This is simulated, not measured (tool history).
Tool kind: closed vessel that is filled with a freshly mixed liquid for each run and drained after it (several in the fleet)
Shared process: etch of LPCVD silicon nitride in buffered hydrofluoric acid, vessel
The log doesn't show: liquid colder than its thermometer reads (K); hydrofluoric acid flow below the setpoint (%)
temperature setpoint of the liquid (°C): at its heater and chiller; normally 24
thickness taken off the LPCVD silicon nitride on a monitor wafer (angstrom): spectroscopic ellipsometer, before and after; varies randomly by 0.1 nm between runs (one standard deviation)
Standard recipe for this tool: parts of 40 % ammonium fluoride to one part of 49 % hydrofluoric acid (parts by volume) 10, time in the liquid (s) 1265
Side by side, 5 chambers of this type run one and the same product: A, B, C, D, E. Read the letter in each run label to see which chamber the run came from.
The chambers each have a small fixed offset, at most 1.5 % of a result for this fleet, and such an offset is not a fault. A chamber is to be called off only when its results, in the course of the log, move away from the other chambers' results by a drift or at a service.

run   hour  temperature setpoint of the liquid (°C)  parts of 40 % ammonium fluoride to one part of 49 % hydrofluoric acid (parts by volume)  time in the liquid (s)  hours since the thermometer was replaced  hours since the hydrofluoric acid flow meter was replaced  read-back film thickness of the LPCVD silicon nitride reference wafer, read on the same gauge (nm)  thickness taken off the LPCVD silicon nitride on a monitor wafer (angstrom)
 1C    3.8                                       24                                                                                       10                    1265                                     188.7                                                     1071.6                                                                                              30.027                                                                       176.69
 2E    6.3                                       24                                                                                       10                    1265                                     581.4                                                        482                                                                                              30.065                                                                       175.96
 3D   11.4                                       24                                                                                       10                    1265                                    1035.1                                                      353.1                                                                                              30.006                                                                       174.91
 4B   13.7                                       24                                                                                       10                    1265                                     624.3                                                      418.9                                                                                              29.977                                                                        179.3
 5A   17.8                                       24                                                                                       10                    1265                                    2488.7                                                      125.4                                                                                              30.005                                                                       175.26
 6B   21.6                                       24                                                                                       10                    1265                                     632.2                                                      426.8                                                                                              29.968                                                                       177.86
 7C   25.3                                       24                                                                                       10                    1265                                     210.2                                                     1093.1                                                                                              29.979                                                                       177.44
 8D   29.8                                       24                                                                                       10                    1265                                    1053.5                                                      371.5                                                                                              29.983                                                                       174.08
 9E   32.8                                       24                                                                                       10                    1265                                     607.9                                                      508.5                                                                                              30.003                                                                       173.89
10A   36.7                                       24                                                                                       10                    1265                                    2507.6                                                      144.3                                                                                              29.984                                                                       176.04
11E     40                                       24                                                                                       10                    1265                                     615.1                                                      515.7                                                                                              29.981                                                                       176.92
12A   43.6                                       24                                                                                       10                    1265                                    2514.5                                                      151.2                                                                                               30.05                                                                       173.95
13D   46.7                                       24                                                                                       10                    1265                                    1070.4                                                      388.4                                                                                                  30                                                                        175.2
14C   50.8                                       24                                                                                       10                    1265                                     235.7                                                     1118.6                                                                                              30.001                                                                       177.14
15B   55.3                                       24                                                                                       10                    1265                                     665.9                                                      460.5                                                                                              29.977                                                                       175.73
16C   59.2                                       24                                                                                       10                    1265                                     244.1                                                       1127                                                                                              29.985                                                                       177.83
17B     63                                       24                                                                                       10                    1265                                     673.6                                                      468.2                                                                                              30.002                                                                       173.65
      64.1  -- chamber A: thermometer replaced
18D   67.3                                       24                                                                                       10                    1265                                      1091                                                        409                                                                                              30.021                                                                       174.07
19A   72.1                                       24                                                                                       10                    1265                                       8.1                                                      179.7                                                                                              30.002                                                                       177.86
20E   75.2                                       24                                                                                       10                    1265                                     650.3                                                      550.9                                                                                              29.995                                                                       174.59
21A   78.4                                       24                                                                                       10                    1265                                      14.4                                                        186                                                                                              29.975                                                                       175.41
22D   81.4                                       24                                                                                       10                    1265                                    1105.1                                                      423.1                                                                                              29.997                                                                       175.08
      82.3  -- chamber E: thermometer replaced
23C   83.9                                       24                                                                                       10                    1265                                     268.8                                                     1151.7                                                                                              30.016                                                                        178.8
24E   86.8                                       24                                                                                       10                    1265                                       4.5                                                      562.5                                                                                              30.018                                                                          174
25B   89.3                                       24                                                                                       10                    1265                                     699.9                                                      494.5                                                                                              30.014                                                                       170.95
26B   93.2                                       24                                                                                       10                    1265                                     703.8                                                      498.4                                                                                              29.975                                                                       170.95
27E   98.2                                       24                                                                                       10                    1265                                      15.9                                                      573.9                                                                                              30.018                                                                       175.44
28A  101.3                                       24                                                                                       10                    1265                                      37.3                                                      208.9                                                                                               29.99                                                                       175.58
29D  106.4                                       24                                                                                       10                    1265                                    1130.1                                                      448.1                                                                                              30.007                                                                       175.02
30C  108.6                                       24                                                                                       10                    1265                                     293.5                                                     1176.4                                                                                              29.992                                                                        178.2
31A    111                                       24                                                                                       10                     755                                        47                                                      218.6                                                                                              29.961                                                                       104.81
32E    115                                       24                                                                                       10                     755                                      32.7                                                      590.7                                                                                              29.968                                                                       104.76
33C  117.3                                       24                                                                                       10                     755                                     302.2                                                     1185.1                                                                                              30.048                                                                       106.08
34B  121.6                                       24                                                                                       10                     755                                     732.2                                                      526.8                                                                                               30.04                                                                        100.2
35D  126.2                                       24                                                                                       10                     755                                    1149.9                                                      467.9                                                                                              29.985                                                                       104.98
36D  129.4                                       28                                                                                       10                    1500                                    1153.1                                                      471.1                                                                                              30.022                                                                       256.79
37B  134.4                                       28                                                                                       10                    1500                                       745                                                      539.6                                                                                              29.993                                                                       245.32
38C  137.7                                       28                                                                                       10                    1500                                     322.6                                                     1205.5                                                                                               29.96                                                                       262.69
39A  141.5                                       28                                                                                       10                    1500                                      77.5                                                      249.1                                                                                              29.982                                                                       259.31

Read the log: is a single chamber off, either drifting away or since a service, is the gauge that measures every chamber drifting, or is nothing wrong beyond small per-chamber offsets? Name any odd chamber and what most likely caused it.

Chamber B drifts away from the others.
Most likely cause: liquid colder than its thermometer reads (K) = 1.19.
The log might look much the same if the cause were instead: hydrofluoric acid flow below the setpoint (%).

Here are 4 candidates for chamber B's next run, each the usual settings with a change, their results left as question marks. Which one brings its results back in line with what the others give on the usual settings?
Counts as in line when no further than this from what the other chambers average on the usual settings: thickness taken off the LPCVD silicon nitride on a monitor wafer (angstrom) 3.5
40B-1  145.2                                       24                                                                                      9.5                    1365                                                                                                                                                                                                                                                                                     ?
40B-2  145.2                                     23.5                                                                                       10                    1170                                                                                                                                                                                                                                                                                     ?
40B-3  145.2                                       24                                                                                       10                    1330                                                                                                                                                                                                                                                                                     ?
40B-4  145.2                                       24                                                                                       10                    1195                                                                                                                                                                                                                                                                                     ?

Mean of the other chambers on the usual settings: thickness taken off the LPCVD silicon nitride on a monitor wafer (angstrom) 176.15
  run  thickness taken off the LPCVD silicon nitride on a monitor wafer (angstrom)
40B-1                                                                       185.33
40B-2                                                                       149.51
40B-3                                                                       174.69
40B-4                                                                       156.96
40B-3 brings the chamber back in line.
